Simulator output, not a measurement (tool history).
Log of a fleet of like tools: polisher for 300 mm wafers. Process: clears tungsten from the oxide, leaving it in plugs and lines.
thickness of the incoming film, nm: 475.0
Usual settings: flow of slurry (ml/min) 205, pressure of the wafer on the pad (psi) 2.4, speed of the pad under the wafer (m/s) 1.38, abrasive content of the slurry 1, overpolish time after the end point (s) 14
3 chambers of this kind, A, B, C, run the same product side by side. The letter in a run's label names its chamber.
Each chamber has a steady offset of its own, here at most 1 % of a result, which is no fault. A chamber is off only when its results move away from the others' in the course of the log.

run	hour	flow of slurry (ml/min)	pressure of the wafer on the pad (psi)	speed of the pad under the wafer (m/s)	abrasive content of the slurry	overpolish time after the end point (s)	wafers polished on this pad	hours since the slurry nozzle was cleaned	hours since the head pressure was calibrated	hours since the slurry blender was calibrated	hours since the slurry got fresh peroxide	time until the end point was called (s)
# hour 0.4: chamber C: worn pad replaced by a new one
# hour 4.0: chamber C: head pressure recalibrated
1C	6.6	205	2.4	1.38	1	14	54	144.7	2.7	89.5	15.1	95.805
# hour 10.5: chamber B: slurry tank refilled with fresh slurry and peroxide
# hour 12.7: chamber A: slurry tank refilled with fresh slurry and peroxide
2A	16.1	205	2.4	1.38	1	14	480	131.5	903.5	97.8	3.4	96.430
3B	24.1	205	2.4	1.38	1	14	370	733.3	397.5	101.9	13.6	96.461
# hour 28.9: chamber B: slurry nozzle cleaned
# hour 30.1: chamber C: slurry blender recalibrated
4C	31.7	205	2.4	1.38	1	14	271	169.8	27.8	1.7	40.2	96.217
# hour 37.8: chamber A: worn pad replaced by a new one
# hour 43.4: chamber C: slurry tank refilled with fresh slurry and peroxide
5A	43.4	205	2.4	1.38	1	14	49	158.8	930.8	125.1	30.7	96.575
# hour 50.5: chamber A: slurry blender recalibrated
6B	54.5	205	2.4	1.38	1	14	632	25.6	427.9	132.3	44.0	96.051
7B	61.8	205	2.4	1.38	1	14	695	32.9	435.2	139.6	51.3	97.951
# hour 64.0: chamber B: worn pad replaced by a new one
# hour 65.1: chamber C: worn pad replaced by a new one
# hour 69.4: chamber B: slurry blender recalibrated
8C	73.0	205	2.4	1.38	1	14	68	211.1	69.1	43.0	29.7	93.329
# hour 79.6: chamber B: slurry tank refilled with fresh slurry and peroxide
9A	84.2	205	2.4	1.38	1	14	401	199.6	971.6	33.7	71.5	96.991
# hour 88.5: chamber C: slurry tank refilled with fresh slurry and peroxide
10A	95.2	205	2.4	1.38	1	14	496	210.6	982.6	44.7	82.5	96.410
11B	101.9	205	2.4	1.38	1	14	327	73.0	475.3	32.5	22.3	95.611
# hour 108.7: chamber A: worn pad replaced by a new one
12C	113.7	205	2.4	1.38	1	14	419	251.8	109.8	83.7	25.2	96.253
13A	120.2	145	2.4	1.38	1	14	100	235.6	1007.6	69.7	107.5	102.590
# hour 128.4: chamber C: worn pad replaced by a new one
14C	131.9	145	2.4	1.38	1	14	30	270.0	128.0	101.9	43.4	100.700
15B	137.2	145	2.4	1.38	1	14	632	108.3	510.6	67.8	57.6	99.628
# hour 145.4: chamber C: slurry tank refilled with fresh slurry and peroxide
16C	146.5	205	2.4	1.38	1	14	156	284.6	142.6	116.5	1.1	95.235
# hour 148.2: chamber C: slurry blender recalibrated
# hour 148.5: chamber A: slurry nozzle cleaned
# hour 153.4: chamber A: slurry tank refilled with fresh slurry and peroxide
17B	154.6	205	2.4	1.38	1	14	783	125.7	528.0	85.2	75.0	96.198
18A	161.6	205	2.4	1.38	1	14	457	13.1	1049.0	111.1	8.2	94.908
# hour 161.8: chamber B: slurry tank refilled with fresh slurry and peroxide
# hour 168.0: chamber B: worn pad replaced by a new one
19A	171.8	205	2.4	1.38	1	14	545	23.3	1059.2	121.3	18.4	96.606
# hour 182.5: chamber C: worn pad replaced by a new one
20B	183.0	205	2.4	1.38	1	14	129	154.1	556.4	113.6	21.2	96.692
# hour 183.5: chamber A: worn pad replaced by a new one
21C	194.7	205	2.4	1.38	1	14	105	332.8	190.8	46.5	49.3	93.898
# hour 195.7: chamber A: slurry blender recalibrated
# hour 197.9: chamber C: slurry tank refilled with fresh slurry and peroxide
22A	205.5	205	2.4	1.38	1	14	190	57.0	1092.9	9.9	52.1	96.842
23B	215.0	205	2.4	1.38	1	14	406	186.1	588.4	145.6	53.2	95.505
# hour 217.3: chamber B: slurry blender recalibrated
24C	225.5	205	2.4	1.38	1	14	371	363.6	221.6	77.3	27.6	96.430
25C	234.3	205	2.4	1.38	1	14	447	372.4	230.4	86.1	36.4	93.797
# hour 235.9: chamber B: slurry tank refilled with fresh slurry and peroxide
26B	245.4	205	2.4	1.38	1	14	668	216.5	618.8	28.2	9.5	97.843
27A	251.7	205	2.4	1.38	1	14	589	103.2	1139.1	56.1	98.3	93.615

What goes on in this fleet: one chamber off, a drifting gauge, or nothing beyond the chambers' own small offsets? Name the chamber and the cause, if any.

No chamber stands off beyond its own small offset, and the gauge holds steady.
